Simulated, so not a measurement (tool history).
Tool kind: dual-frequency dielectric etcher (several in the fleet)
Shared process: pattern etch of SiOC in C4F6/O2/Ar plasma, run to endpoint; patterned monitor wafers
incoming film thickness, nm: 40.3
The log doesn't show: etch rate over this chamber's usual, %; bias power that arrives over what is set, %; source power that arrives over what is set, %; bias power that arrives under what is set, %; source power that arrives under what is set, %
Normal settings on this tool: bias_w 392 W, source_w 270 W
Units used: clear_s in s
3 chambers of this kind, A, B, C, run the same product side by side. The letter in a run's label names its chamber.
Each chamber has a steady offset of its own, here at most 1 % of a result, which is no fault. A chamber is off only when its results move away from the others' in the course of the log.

run,hour,bias_w,source_w,hours since the last wet clean,hours since the last bias power generator calibration,hours since the last source power generator calibration,clear_s
1A,4,392,270,347.5,3439.9,1156,17.284
2B,7,392,270,388.7,1033.3,2885.9,17.297
3C,10.4,392,270,109.5,1438.1,2803.3,17.224
4C,16.7,392,270,115.8,1444.4,2809.6,17.222
5B,20.2,392,270,401.9,1046.5,2899.1,17.357
# hour 22.7: chamber B: source power generator calibrated
6A,23.9,392,270,367.4,3459.8,1175.9,17.24
7C,29.8,300,320,128.9,1457.5,2822.7,17.692
8A,33.3,300,320,376.8,3469.2,1185.3,17.917
9B,39.4,300,320,421.1,1065.7,16.8,17.958
10B,44.4,392,270,426.1,1070.7,21.8,17.341
11C,48.8,392,270,147.9,1476.5,2841.7,17.008
# hour 51.9: chamber B: wet clean of the chamber
12A,52.6,392,270,396.1,3488.5,1204.6,17.261
13A,57.3,392,300,400.8,3493.2,1209.3,16.667
14C,60.6,392,300,159.7,1488.3,2853.5,16.323
15B,63.9,392,300,12,1090.2,41.3,16.648
16B,68,392,270,16.1,1094.3,45.4,17.328
17C,73.2,392,270,172.3,1500.9,2866.1,16.854
18A,79.3,392,270,422.8,3515.2,1231.3,17.269
19A,85,392,270,428.5,3520.9,1237,17.134
20B,90.3,392,270,38.4,1116.6,67.7,17.264
21C,94.8,392,270,193.9,1522.5,2887.7,16.778
22A,98.5,392,270,442,3534.4,1250.5,17.295
23B,104.3,392,270,52.4,1130.6,81.7,17.191
# hour 105: chamber C: source power generator calibrated
24C,108.3,392,270,207.4,1536,3.4,16.647
25A,112.5,392,270,456,3548.4,1264.5,17.072
26C,118.8,315,250,217.9,1546.5,13.9,18.493
27B,123.8,315,250,71.9,1150.1,101.2,19.249
28A,128.2,315,250,471.7,3564.1,1280.2,19.175
29B,133.6,439,330,81.7,1159.9,111,15.508
30C,136.8,439,330,235.9,1564.5,31.9,14.633
31C,140.3,439,330,239.4,1568,35.4,14.681

Has any chamber moved away from the others, gradually or after a service, or does the common gauge drift, or do the chambers differ only by their own small steady offsets? State the chamber and the most likely cause if one applies.

It is chamber C that slowly wanders off from its peers.
Cause: etch rate over this chamber's usual, % = 4.35.

Here are 4 candidates for chamber C's next run, each the usual settings with a change, their results left as question marks. Which one brings its results back in line with what the others give on the usual settings?
To be in line, a result may differ from the other chambers' mean on the usual settings by at most: clear_s 0.28 s
32C-1,144.9,392,310,,,,?
32C-2,144.9,514,270,,,,?
32C-3,144.9,340,270,,,,?
32C-4,144.9,297,270,,,,?

Mean of the other chambers on the usual settings: clear_s 17.245 s
run,clear_s
32C-1,15.586
32C-2,14.82
32C-3,17.274
32C-4,18.125
The answer is 32C-3, which returns the chamber to within the allowed miss of the others.
